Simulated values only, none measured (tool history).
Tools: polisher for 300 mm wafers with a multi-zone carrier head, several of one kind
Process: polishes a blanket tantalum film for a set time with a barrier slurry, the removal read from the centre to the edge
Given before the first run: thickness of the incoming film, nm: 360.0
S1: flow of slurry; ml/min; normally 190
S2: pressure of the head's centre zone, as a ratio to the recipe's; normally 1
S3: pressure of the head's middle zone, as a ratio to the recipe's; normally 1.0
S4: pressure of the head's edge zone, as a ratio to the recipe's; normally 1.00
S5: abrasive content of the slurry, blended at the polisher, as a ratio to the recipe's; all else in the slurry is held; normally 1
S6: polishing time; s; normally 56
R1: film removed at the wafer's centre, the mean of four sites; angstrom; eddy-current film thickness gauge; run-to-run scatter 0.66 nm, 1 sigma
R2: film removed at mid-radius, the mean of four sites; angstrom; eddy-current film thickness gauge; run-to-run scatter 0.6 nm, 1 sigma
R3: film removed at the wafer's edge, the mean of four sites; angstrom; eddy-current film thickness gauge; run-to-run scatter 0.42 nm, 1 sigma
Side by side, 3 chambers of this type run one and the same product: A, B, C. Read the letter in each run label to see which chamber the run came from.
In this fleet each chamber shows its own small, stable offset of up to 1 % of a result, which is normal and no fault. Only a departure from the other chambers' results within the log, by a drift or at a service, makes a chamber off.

run,hour,S1,S2,S3,S4,S5,S6,R1,R2,R3
1A,6.8,190,1,1.0,1.00,1,56,631.79,639.02,642.02
2C,13.7,190,1,1.0,1.00,1,56,622.24,640.75,629.34
# hour 16.8: chamber A: worn pad replaced by a new one
3B,22.3,190,1,1.0,1.00,1,56,637.98,645.13,636.31
4C,31.4,190,1,1.0,1.00,1,56,634.05,636.33,627.38
# hour 41.7: chamber B: worn pad replaced by a new one
5A,41.9,190,1,1.0,1.00,1,56,649.88,636.02,639.48
6B,49.4,190,1,1.0,1.00,1,56,641.90,639.93,645.11
# hour 51.1: chamber C: worn pad replaced by a new one
7C,54.2,190,1,1.0,1.00,1,56,644.99,634.59,638.23
# hour 57.3: chamber B: edge zone pressure recalibrated
8A,64.5,190,1,1.0,1.00,1,56,637.26,632.32,632.95
9B,72.4,190,1,1.0,1.00,1,56,637.36,643.62,631.51
# hour 77.5: chamber A: worn pad replaced by a new one
10C,78.4,190,1,1.0,1.00,1,56,640.71,644.48,628.88
11A,83.8,190,1,1.0,1.00,1,56,625.39,635.75,639.62
12B,92.6,190,1,1.0,1.00,1,56,645.69,642.30,635.82
13C,100.7,190,1,1.0,1.00,1,56,632.71,631.79,631.83
14B,108.3,190,1,1.0,1.06,1,56,632.38,639.57,660.66
# hour 113.4: chamber B: slurry nozzle cleaned
15A,113.4,190,1,1.0,1.06,1,56,631.84,641.94,657.44
# hour 117.1: chamber B: worn pad replaced by a new one
16B,119.4,190,1,1.0,1.06,1,56,636.58,631.40,658.87
17C,124.4,190,1,1.0,1.00,1,56,630.93,632.14,621.61
18A,131.1,190,1,1.0,1.00,1,56,629.25,640.93,635.04
# hour 133.8: chamber A: worn pad replaced by a new one
19A,138.6,150,1,1.0,1.10,1,56,601.41,610.08,661.60
20B,145.7,150,1,1.0,1.10,1,56,617.39,610.97,647.15
# hour 150.5: chamber C: worn pad replaced by a new one
21C,151.8,150,1,1.0,1.10,1,56,605.42,599.41,640.86
22A,158.5,190,1,1.0,1.00,1,56,632.98,639.35,638.88
# hour 160.1: chamber C: centre zone pressure recalibrated
23B,168.2,190,1,1.0,1.00,1,56,634.62,624.84,633.39
24C,173.9,190,1,1.0,1.00,1,56,617.99,622.27,620.03
25C,178.6,190,1,1.0,1.00,1,56,616.40,632.06,615.32
# hour 184.8: chamber B: worn pad replaced by a new one
26A,187.5,190,1,1.0,1.00,1,56,628.13,633.62,645.56
# hour 189.6: chamber A: worn pad replaced by a new one
27B,193.4,190,1,1.0,1.00,1,56,632.38,640.84,642.69
28B,198.9,190,1,1.0,1.00,1,56,635.69,649.17,641.48
29A,203.6,190,1,1.0,1.00,1,56,641.75,637.29,638.50
30C,213.1,190,1,1.0,1.00,1,56,616.50,610.97,613.66
31A,219.5,230,1,1.0,1.00,1,48,560.92,572.88,556.14
32C,224.4,230,1,1.0,1.00,1,48,538.79,542.40,541.00
33B,231.2,230,1,1.0,1.00,1,48,549.29,556.68,555.67
34A,237.1,190,1,1.0,1.00,1,56,648.47,640.01,638.70
# hour 242.2: chamber A: worn pad replaced by a new one
35C,245.1,190,1,1.0,1.00,1,56,599.58,601.10,604.56
36B,254.2,190,1,1.0,1.00,1,56,635.22,623.53,639.66
37A,261.0,190,1,0.9,1.00,1,56,637.31,576.97,639.19

Predict what each chamber gives when all 3 of them run the settings below next.
38A,268.6,190,1,1.0,1.00,1,56,?,?,?
38B,268.6,190,1,1.0,1.00,1,56,?,?,?
38C,268.6,190,1,1.0,1.00,1,56,?,?,?

run,R1,R2,R3
38A,622.28,639.15,632.17
38B,643.06,629.37,636.53
38C,582.15,596.31,602.07
